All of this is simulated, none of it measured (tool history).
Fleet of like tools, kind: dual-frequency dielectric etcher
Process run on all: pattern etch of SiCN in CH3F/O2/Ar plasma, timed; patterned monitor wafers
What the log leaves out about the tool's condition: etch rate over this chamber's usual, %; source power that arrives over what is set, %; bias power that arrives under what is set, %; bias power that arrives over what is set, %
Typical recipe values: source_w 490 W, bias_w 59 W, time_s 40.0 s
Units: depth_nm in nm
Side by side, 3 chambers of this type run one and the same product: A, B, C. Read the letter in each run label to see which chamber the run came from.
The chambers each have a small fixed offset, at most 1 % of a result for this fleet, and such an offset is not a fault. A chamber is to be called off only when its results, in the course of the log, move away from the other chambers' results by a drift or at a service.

run,hour,source_w,bias_w,time_s,hours since the last wet clean,hours since the last source power generator calibration,hours since the last bias power generator calibration,"read-back reference wafer on the same gauge, depth_nm",depth_nm
# hour 0.9: chamber C: wet clean of the chamber
1B,3.0,490,59,40.0,47.8,3390.8,298.0,13.208,14.978
2A,6.6,490,59,40.0,121.9,930.0,823.8,13.196,15.254
3C,11.8,490,59,40.0,10.9,2400.3,2105.6,13.219,15.278
4B,14.7,490,59,40.0,59.5,3402.5,309.7,13.207,14.899
5C,17.4,490,59,40.0,16.5,2405.9,2111.2,13.197,15.198
6A,20.6,490,59,40.0,135.9,944.0,837.8,13.195,15.079
7A,26.2,490,59,40.0,141.5,949.6,843.4,13.207,15.117
8C,31.5,490,59,40.0,30.6,2420.0,2125.3,13.191,15.117
9B,34.8,490,59,40.0,79.6,3422.6,329.8,13.220,15.145
10A,37.6,490,59,40.0,152.9,961.0,854.8,13.194,15.090
11B,41.4,490,59,40.0,86.2,3429.2,336.4,13.190,15.137
12C,46.1,490,59,40.0,45.2,2434.6,2139.9,13.197,15.169
13B,49.9,420,59,34.5,94.7,3437.7,344.9,13.191,12.200
14A,52.5,420,59,34.5,167.8,975.9,869.7,13.213,12.354
15C,56.0,420,59,34.5,55.1,2444.5,2149.8,13.175,12.314
16A,61.6,490,59,40.0,176.9,985.0,878.8,13.221,15.123
17B,64.2,490,59,40.0,109.0,3452.0,359.2,13.186,15.027
18C,69.7,400,59,40.0,68.8,2458.2,2163.5,13.192,14.095
19A,74.2,400,59,40.0,189.5,997.6,891.4,13.209,13.869
20B,78.5,400,59,40.0,123.3,3466.3,373.5,13.196,14.035
21C,83.6,490,59,40.0,82.7,2472.1,2177.4,13.200,15.015

What goes on in this fleet: one chamber off, a drifting gauge, or nothing beyond the chambers' own small offsets? Name the chamber and the cause, if any.

The fleet is healthy, with each chamber sitting at its usual small offset and no drift in the gauge.

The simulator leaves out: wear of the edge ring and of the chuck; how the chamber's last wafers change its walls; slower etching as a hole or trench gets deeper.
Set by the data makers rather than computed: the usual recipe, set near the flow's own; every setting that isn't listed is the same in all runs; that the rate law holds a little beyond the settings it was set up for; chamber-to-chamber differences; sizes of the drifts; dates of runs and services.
